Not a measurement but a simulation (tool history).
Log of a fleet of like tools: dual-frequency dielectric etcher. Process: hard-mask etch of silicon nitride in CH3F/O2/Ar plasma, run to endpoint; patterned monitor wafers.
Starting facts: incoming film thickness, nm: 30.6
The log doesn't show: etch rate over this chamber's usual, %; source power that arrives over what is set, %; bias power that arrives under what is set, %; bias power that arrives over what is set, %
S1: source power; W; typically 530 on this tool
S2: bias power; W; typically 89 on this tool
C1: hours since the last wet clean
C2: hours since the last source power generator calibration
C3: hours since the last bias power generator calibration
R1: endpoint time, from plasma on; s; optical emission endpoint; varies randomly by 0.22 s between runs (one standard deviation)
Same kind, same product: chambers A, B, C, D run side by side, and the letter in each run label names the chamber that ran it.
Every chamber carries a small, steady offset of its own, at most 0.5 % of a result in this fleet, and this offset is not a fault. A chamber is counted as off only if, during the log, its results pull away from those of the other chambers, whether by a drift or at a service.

Run 1D, day 0.104: usual settings; C1 148.2; C2 867.7; C3 478.1. Result: R1 37.534 s.
Run 2C, day 0.225: usual settings; C1 216.4; C2 2315.9; C3 1671.2. Result: R1 37.142 s.
Run 3A, day 0.308: usual settings; C1 209.7; C2 1657; C3 1202.6. Result: R1 37.428 s.
Run 4B, day 0.488: usual settings; C1 49; C2 983.6; C3 2399.1. Result: R1 37.4 s.
Run 5A, day 0.621: usual settings but S2 70 W; C1 217.2; C2 1664.5; C3 1210.1. Result: R1 40.291 s.
Run 6B, day 0.75: usual settings but S2 70 W; C1 55.3; C2 989.9; C3 2405.4. Result: R1 40.042 s.
Run 7D, day 0.908: usual settings but S2 70 W; C1 167.5; C2 887; C3 497.4. Result: R1 40.054 s.
Run 8C, day 1.017: usual settings but S2 70 W; C1 235.4; C2 2334.9; C3 1690.2. Result: R1 39.668 s.
At day 1.108: chamber C: source power generator calibrated.
Run 9B, day 1.192: usual settings; C1 65.9; C2 1000.5; C3 2416. Result: R1 36.868 s.
Run 10A, day 1.304: usual settings; C1 233.6; C2 1680.9; C3 1226.5. Result: R1 36.887 s.
Run 11D, day 1.446: usual settings; C1 180.4; C2 899.9; C3 510.3. Result: R1 36.827 s.
Run 12C, day 1.604: usual settings; C1 249.5; C2 12; C3 1704.3. Result: R1 36.662 s.
Run 13B, day 1.688: usual settings; C1 77.8; C2 1012.4; C3 2427.9. Result: R1 36.756 s.
Run 14A, day 1.783: usual settings; C1 245.1; C2 1692.4; C3 1238. Result: R1 37.513 s.
Run 15D, day 1.879: usual settings; C1 190.8; C2 910.3; C3 520.7. Result: R1 36.706 s.
Run 16C, day 2.012: usual settings; C1 259.3; C2 21.8; C3 1714.1. Result: R1 36.122 s.
Run 17A, day 2.096: usual settings; C1 252.6; C2 1699.9; C3 1245.5. Result: R1 36.731 s.
Run 18C, day 2.196: usual settings but S1 580 W, S2 82 W; C1 263.7; C2 26.2; C3 1718.5. Result: R1 35.557 s.
Run 19B, day 2.362: usual settings but S1 580 W, S2 82 W; C1 94; C2 1028.6; C3 2444.1. Result: R1 37.153 s.
Run 20D, day 2.467: usual settings but S1 580 W, S2 82 W; C1 204.9; C2 924.4; C3 534.8. Result: R1 36.435 s.
Run 21A, day 2.604: usual settings but S1 580 W, S2 82 W; C1 264.8; C2 1712.1; C3 1257.7. Result: R1 37.086 s.
Run 22B, day 2.725: usual settings; C1 102.7; C2 1037.3; C3 2452.8. Result: R1 37.075 s.
Run 23D, day 2.842: usual settings but S2 69 W; C1 213.9; C2 933.4; C3 543.8. Result: R1 40.129 s.
Run 24C, day 2.929: usual settings but S2 69 W; C1 281.3; C2 43.8; C3 1736.1. Result: R1 38.676 s.
Run 25D, day 3.096: usual settings but S2 69 W; C1 220; C2 939.5; C3 549.9. Result: R1 40.15 s.
Run 26A, day 3.233: usual settings but S2 69 W; C1 279.9; C2 1727.2; C3 1272.8. Result: R1 40.37 s.
Run 27C, day 3.396: usual settings; C1 292.5; C2 55; C3 1747.3. Result: R1 35.669 s.
Run 28B, day 3.521: usual settings; C1 121.8; C2 1056.4; C3 2471.9. Result: R1 37.186 s.
Run 29C, day 3.629: usual settings but S1 610 W, S2 81 W; C1 298.1; C2 60.6; C3 1752.9. Result: R1 34.633 s.
Run 30A, day 3.708: usual settings but S1 610 W, S2 81 W; C1 291.3; C2 1738.6; C3 1284.2. Result: R1 36.057 s.

Each of the 4 chambers runs these same settings next. Fill in every chamber's results:
Run 31A, day 3.842: usual settings but S2 110 W. Result: R1 ?.
Run 31B, day 3.842: usual settings but S2 110 W. Result: R1 ?.
Run 31C, day 3.842: usual settings but S2 110 W. Result: R1 ?.
Run 31D, day 3.842: usual settings but S2 110 W. Result: R1 ?.

run      R1
31A  34.646
31B  34.225
31C  32.281
31D   34.02
